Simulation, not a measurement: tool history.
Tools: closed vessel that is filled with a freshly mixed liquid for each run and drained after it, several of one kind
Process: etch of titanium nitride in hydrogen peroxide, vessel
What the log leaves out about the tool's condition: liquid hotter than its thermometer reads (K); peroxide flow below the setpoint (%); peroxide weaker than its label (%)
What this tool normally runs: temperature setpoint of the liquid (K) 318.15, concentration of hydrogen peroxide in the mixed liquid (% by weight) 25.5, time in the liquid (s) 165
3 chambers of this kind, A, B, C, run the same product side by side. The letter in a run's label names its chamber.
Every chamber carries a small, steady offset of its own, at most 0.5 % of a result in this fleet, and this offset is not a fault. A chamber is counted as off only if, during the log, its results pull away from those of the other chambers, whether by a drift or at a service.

| run | hour | temperature setpoint of the liquid (K) | concentration of hydrogen peroxide in the mixed liquid (% by weight) | time in the liquid (s) | hours since the thermometer was replaced | hours since the peroxide flow meter was replaced | hours since the drum of peroxide was connected | read-back film thickness of the titanium nitride reference wafer, read on the same gauge (nm) | thickness taken off the titanium nitride on a monitor wafer (Å) |
|---|---|---|---|---|---|---|---|---|---|
| 1A | 3.2 | 318.15 | 25.5 | 165 | 710.6 | 1597.1 | 999.6 | 79.991 | 57.236 |
| 2C | 10.2 | 318.15 | 25.5 | 165 | 635.5 | 363.2 | 137.9 | 80.036 | 58.683 |
| 3B | 16.4 | 318.15 | 25.5 | 165 | 511.3 | 736.2 | 688.6 | 80.008 | 57.930 |
| 4C | 19.8 | 318.15 | 25.5 | 165 | 645.1 | 372.8 | 147.5 | 80.004 | 58.859 |
| 5B | 25.9 | 318.15 | 25.5 | 165 | 520.8 | 745.7 | 698.1 | 80.014 | 58.211 |
| 6A | 30.1 | 318.15 | 25.5 | 165 | 737.5 | 1624.0 | 1026.5 | 80.031 | 57.975 |
| 7C | 33.5 | 318.15 | 25.5 | 165 | 658.8 | 386.5 | 161.2 | 80.001 | 58.620 |
| 8A | 37.7 | 310.15 | 25.5 | 255 | 745.1 | 1631.6 | 1034.1 | 79.986 | 48.545 |
| 9B | 42.0 | 310.15 | 25.5 | 255 | 536.9 | 761.8 | 714.2 | 80.011 | 48.849 |
| 10C | 45.5 | 310.15 | 25.5 | 255 | 670.8 | 398.5 | 173.2 | 80.003 | 50.014 |
| 11A | 49.3 | 318.15 | 25.5 | 165 | 756.7 | 1643.2 | 1045.7 | 79.999 | 57.162 |
| 12B | 52.4 | 318.15 | 25.5 | 165 | 547.3 | 772.2 | 724.6 | 79.979 | 58.025 |
| 13A | 55.8 | 318.15 | 25.5 | 165 | 763.2 | 1649.7 | 1052.2 | 79.984 | 58.274 |
| 14C | 60.5 | 318.15 | 25.5 | 165 | 685.8 | 413.5 | 188.2 | 79.991 | 58.896 |
| 15B | 65.2 | 318.15 | 25.5 | 165 | 560.1 | 785.0 | 737.4 | 79.976 | 57.500 |
| 16C | 71.1 | 318.15 | 25.5 | 165 | 696.4 | 424.1 | 198.8 | 79.986 | 59.607 |
| 17B | 74.9 | 318.15 | 25.5 | 165 | 569.8 | 794.7 | 747.1 | 79.992 | 58.726 |
| 18A | 79.8 | 318.15 | 25.5 | 165 | 787.2 | 1673.7 | 1076.2 | 79.987 | 57.398 |
| 19A | 83.9 | 318.15 | 25.5 | 165 | 791.3 | 1677.8 | 1080.3 | 79.995 | 58.764 |
| 20C | 90.2 | 318.15 | 25.5 | 165 | 715.5 | 443.2 | 217.9 | 80.005 | 60.502 |
|  | 93.5 | chamber B: thermometer replaced |
| 21B | 96.6 | 318.15 | 25.5 | 165 | 3.2 | 816.4 | 768.8 | 80.016 | 57.965 |
| 22C | 100.1 | 318.15 | 25.5 | 165 | 725.4 | 453.1 | 227.8 | 80.007 | 61.414 |
| 23B | 104.7 | 318.15 | 25.5 | 165 | 11.3 | 824.5 | 776.9 | 79.997 | 57.851 |
| 24A | 110.9 | 318.15 | 25.5 | 165 | 818.3 | 1704.8 | 1107.3 | 79.987 | 57.268 |
| 25B | 118.1 | 318.15 | 25.5 | 165 | 24.7 | 837.9 | 790.3 | 79.991 | 57.980 |

For the next run the whole fleet of 3 chambers uses the same settings. Give each chamber's results:
| 26A | 123.3 | 318.15 | 18.5 | 165 |  |  |  |  | ? |
| 26B | 123.3 | 318.15 | 18.5 | 165 |  |  |  |  | ? |
| 26C | 123.3 | 318.15 | 18.5 | 165 |  |  |  |  | ? |

| run | thickness taken off the titanium nitride on a monitor wafer (Å) |
|---|---|
| 26A | 53.786 |
| 26B | 54.193 |
| 26C | 57.558 |

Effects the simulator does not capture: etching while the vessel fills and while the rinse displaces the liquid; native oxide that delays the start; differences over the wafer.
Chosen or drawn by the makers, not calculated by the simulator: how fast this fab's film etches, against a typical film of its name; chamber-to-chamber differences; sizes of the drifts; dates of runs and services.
